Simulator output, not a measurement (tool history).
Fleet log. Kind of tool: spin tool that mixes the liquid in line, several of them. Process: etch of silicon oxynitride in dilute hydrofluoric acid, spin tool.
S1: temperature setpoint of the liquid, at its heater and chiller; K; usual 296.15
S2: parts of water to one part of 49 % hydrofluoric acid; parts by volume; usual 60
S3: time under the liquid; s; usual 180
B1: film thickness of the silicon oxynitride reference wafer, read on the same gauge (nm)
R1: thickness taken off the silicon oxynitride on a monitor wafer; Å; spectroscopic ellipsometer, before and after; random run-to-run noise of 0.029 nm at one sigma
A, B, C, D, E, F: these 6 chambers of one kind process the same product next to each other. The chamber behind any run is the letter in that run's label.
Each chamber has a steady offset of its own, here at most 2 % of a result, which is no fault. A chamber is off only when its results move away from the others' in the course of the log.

Run 1D, day 0.196: usual settings; B1 119.95. Result: R1 72.506 Å.
Run 2F, day 0.538: usual settings; B1 120.02. Result: R1 72.42 Å.
Run 3C, day 0.817: usual settings; B1 120.03. Result: R1 71.931 Å.
Run 4A, day 1.238: usual settings; B1 120.02. Result: R1 72.023 Å.
Run 5E, day 1.583: usual settings; B1 119.96. Result: R1 72.381 Å.
Run 6B, day 1.804: usual settings; B1 120. Result: R1 70.493 Å.
Run 7D, day 2.171: usual settings; B1 119.99. Result: R1 72.581 Å.
Run 8F, day 2.554: usual settings; B1 120.01. Result: R1 72.511 Å.
Run 9C, day 2.896: usual settings; B1 120. Result: R1 71.308 Å.
At day 2.992: chamber F: thermometer replaced.
Run 10B, day 3.088: usual settings; B1 120.05. Result: R1 70.466 Å.
Run 11A, day 3.417: usual settings; B1 119.98. Result: R1 72.248 Å.
Run 12E, day 3.779: usual settings but S3 75 s; B1 119.96. Result: R1 30.028 Å.
Run 13C, day 3.988: usual settings but S3 75 s; B1 120.01. Result: R1 29.701 Å.
Run 14E, day 4.225: usual settings but S3 75 s; B1 120.03. Result: R1 29.771 Å.
Run 15A, day 4.517: usual settings but S3 75 s; B1 119.98. Result: R1 30.144 Å.
Run 16D, day 4.896: usual settings but S3 75 s; B1 119.96. Result: R1 30.13 Å.
Run 17B, day 5.146: usual settings but S3 75 s; B1 120.02. Result: R1 29.479 Å.
Run 18F, day 5.458: usual settings; B1 119.95. Result: R1 72.521 Å.
Run 19B, day 5.833: usual settings; B1 120.01. Result: R1 70.579 Å.
Run 20E, day 6.062: usual settings; B1 120.02. Result: R1 71.692 Å.
Run 21A, day 6.475: usual settings; B1 120. Result: R1 72.223 Å.
At day 6.496: chamber A: thermometer replaced.
Run 22F, day 6.75: usual settings; B1 120. Result: R1 72.252 Å.
Run 23C, day 6.983: usual settings; B1 120.02. Result: R1 70.225 Å.
Run 24D, day 7.238: usual settings; B1 120.01. Result: R1 72.06 Å.
Run 25D, day 7.471: usual settings; B1 119.95. Result: R1 71.88 Å.
Run 26B, day 7.783: usual settings; B1 119.97. Result: R1 70.784 Å.
Run 27A, day 7.975: usual settings; B1 119.98. Result: R1 72.665 Å.
Run 28F, day 8.312: usual settings; B1 119.98. Result: R1 72.677 Å.
Run 29C, day 8.512: usual settings; B1 119.97. Result: R1 70.729 Å.
Run 30E, day 8.75: usual settings; B1 120.01. Result: R1 71.587 Å.
Run 31E, day 9.025: usual settings; B1 120.02. Result: R1 72.332 Å.
Run 32D, day 9.433: usual settings but S3 95 s; B1 119.96. Result: R1 38.026 Å.
Run 33C, day 9.717: usual settings but S3 95 s; B1 119.99. Result: R1 36.708 Å.
Run 34B, day 10.038: usual settings but S3 95 s; B1 119.93. Result: R1 37.208 Å.
Run 35F, day 10.317: usual settings but S3 95 s; B1 119.98. Result: R1 38.057 Å.
Run 36A, day 10.725: usual settings but S3 95 s; B1 119.99. Result: R1 38.012 Å.
Run 37F, day 11.112: usual settings but S3 95 s; B1 120.05. Result: R1 38.296 Å.
Run 38C, day 11.421: usual settings but S1 299.65 K, S2 30 parts by volume; B1 119.99. Result: R1 169.95 Å.
Run 39A, day 11.8: usual settings but S1 299.65 K, S2 30 parts by volume; B1 119.98. Result: R1 178.94 Å.

Does one chamber stand apart from the rest, does the shared gauge drift, or is all well apart from small per-chamber offsets? Give the chamber and the most likely cause, where there is one.

It is chamber C that slowly wanders off from its peers.
Most likely cause: hydrofluoric acid flow below the setpoint (%) = 2.81.
It could be hard to tell apart here from: liquid colder than its thermometer reads (K).

Here are 4 candidates for chamber C's next run, each the usual settings with a change, their results left as question marks. Which one brings its results back in line with what the others give on the usual settings?
In-line tolerance around the mean of the other chambers on the usual settings: R1 1 Å
Run 40C-1, day 12.108: usual settings but S3 175 s. Result: R1 ?.
Run 40C-2, day 12.108: usual settings but S3 170 s. Result: R1 ?.
Run 40C-3, day 12.108: usual settings but S3 190 s. Result: R1 ?.
Run 40C-4, day 12.108: usual settings but S3 185 s. Result: R1 ?.

What the other chambers average on the usual settings: R1 71.756 Å
  run      R1
40C-1  67.778
40C-2  65.841
40C-3  73.587
40C-4  71.651
40C-4 puts the chamber back in line with the other chambers.
